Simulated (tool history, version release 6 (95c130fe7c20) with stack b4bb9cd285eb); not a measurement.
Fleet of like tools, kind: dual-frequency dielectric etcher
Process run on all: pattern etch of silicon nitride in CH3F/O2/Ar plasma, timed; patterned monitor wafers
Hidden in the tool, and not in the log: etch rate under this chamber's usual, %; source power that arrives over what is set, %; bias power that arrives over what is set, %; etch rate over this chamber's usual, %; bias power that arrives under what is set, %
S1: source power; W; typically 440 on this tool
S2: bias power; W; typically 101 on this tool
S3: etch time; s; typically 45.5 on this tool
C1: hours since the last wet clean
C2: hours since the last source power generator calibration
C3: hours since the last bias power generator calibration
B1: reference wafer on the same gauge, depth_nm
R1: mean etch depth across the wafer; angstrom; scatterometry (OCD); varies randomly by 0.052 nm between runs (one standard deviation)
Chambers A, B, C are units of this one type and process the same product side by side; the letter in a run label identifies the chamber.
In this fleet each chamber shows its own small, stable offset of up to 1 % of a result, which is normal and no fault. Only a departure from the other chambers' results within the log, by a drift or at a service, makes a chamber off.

run,hour,S1,S2,S3,C1,C2,C3,B1,R1
1A,6.1,440,101,45.5,404.3,1203.9,1371.9,42.388,372.3
2B,12.1,440,101,45.5,155.8,984.3,897.1,42.404,370.32
3C,18.5,440,101,45.5,237.9,1503.4,2504.5,42.393,374.5
4C,22.4,440,101,45.5,241.8,1507.3,2508.4,42.355,374.41
5B,25.8,440,101,45.5,169.5,998,910.8,42.367,370.94
6A,30,440,91,45.5,428.2,1227.8,1395.8,42.36,358.74
7B,36.7,440,91,45.5,180.4,1008.9,921.7,42.347,357.66
8C,39.8,440,91,45.5,259.2,1524.7,2525.8,42.333,360.76
9A,45.5,440,101,45.5,443.7,1243.3,1411.3,42.344,370.69
10A,51.7,440,101,45.5,449.9,1249.5,1417.5,42.321,372.59
11C,58,440,101,45.5,277.4,1542.9,2544,42.315,374.15
12B,62.2,440,101,45.5,205.9,1034.4,947.2,42.317,370.21
13A,67.4,440,101,45.5,465.6,1265.2,1433.2,42.297,371.63
14B,73,440,101,45.5,216.7,1045.2,958,42.288,369.93
15C,76.8,440,101,45.5,296.2,1561.7,2562.8,42.284,374.38
16C,80.6,440,101,45.5,300,1565.5,2566.6,42.298,373.09
17A,87,440,101,45.5,485.2,1284.8,1452.8,42.265,371.39
# hour 87.3: chamber A: wet clean of the chamber
18B,93.6,540,101,45.5,237.3,1065.8,978.6,42.263,399.26
19B,98.1,540,101,45.5,241.8,1070.3,983.1,42.254,398.67
20A,102.1,540,101,45.5,14.8,1299.9,1467.9,42.255,400.58
21C,107.7,440,101,45.5,327.1,1592.6,2593.7,42.242,374
22A,111.9,440,101,45.5,24.6,1309.7,1477.7,42.255,370.49
23C,117.9,440,101,45.5,337.3,1602.8,2603.9,42.235,372.55
24B,124,440,101,45.5,267.7,1096.2,1009,42.208,370.34
25C,129.3,440,101,45.5,348.7,1614.2,2615.3,42.22,373.7
26A,134.6,440,101,45.5,47.3,1332.4,1500.4,42.199,370.78
27B,139.9,440,101,45.5,283.6,1112.1,1024.9,42.212,369.26
28A,144.6,440,109,45.5,57.3,1342.4,1510.4,42.201,381.47
29B,148.6,440,109,45.5,292.3,1120.8,1033.6,42.2,379.78
30C,154.8,440,109,45.5,374.2,1639.7,2640.8,42.183,383.23
31A,159.4,440,101,45.5,72.1,1357.2,1525.2,42.18,370.15
32C,162.7,440,101,45.5,382.1,1647.6,2648.7,42.17,373.68
33B,169.3,440,101,34.5,313,1141.5,1054.3,42.144,280.14

Each of the 3 chambers runs these same settings next. Fill in every chamber's results:
34A,174.2,440,101,41,,,,,?
34B,174.2,440,101,41,,,,,?
34C,174.2,440,101,41,,,,,?

run,R1
34A,333.79
34B,332.6
34C,335.31

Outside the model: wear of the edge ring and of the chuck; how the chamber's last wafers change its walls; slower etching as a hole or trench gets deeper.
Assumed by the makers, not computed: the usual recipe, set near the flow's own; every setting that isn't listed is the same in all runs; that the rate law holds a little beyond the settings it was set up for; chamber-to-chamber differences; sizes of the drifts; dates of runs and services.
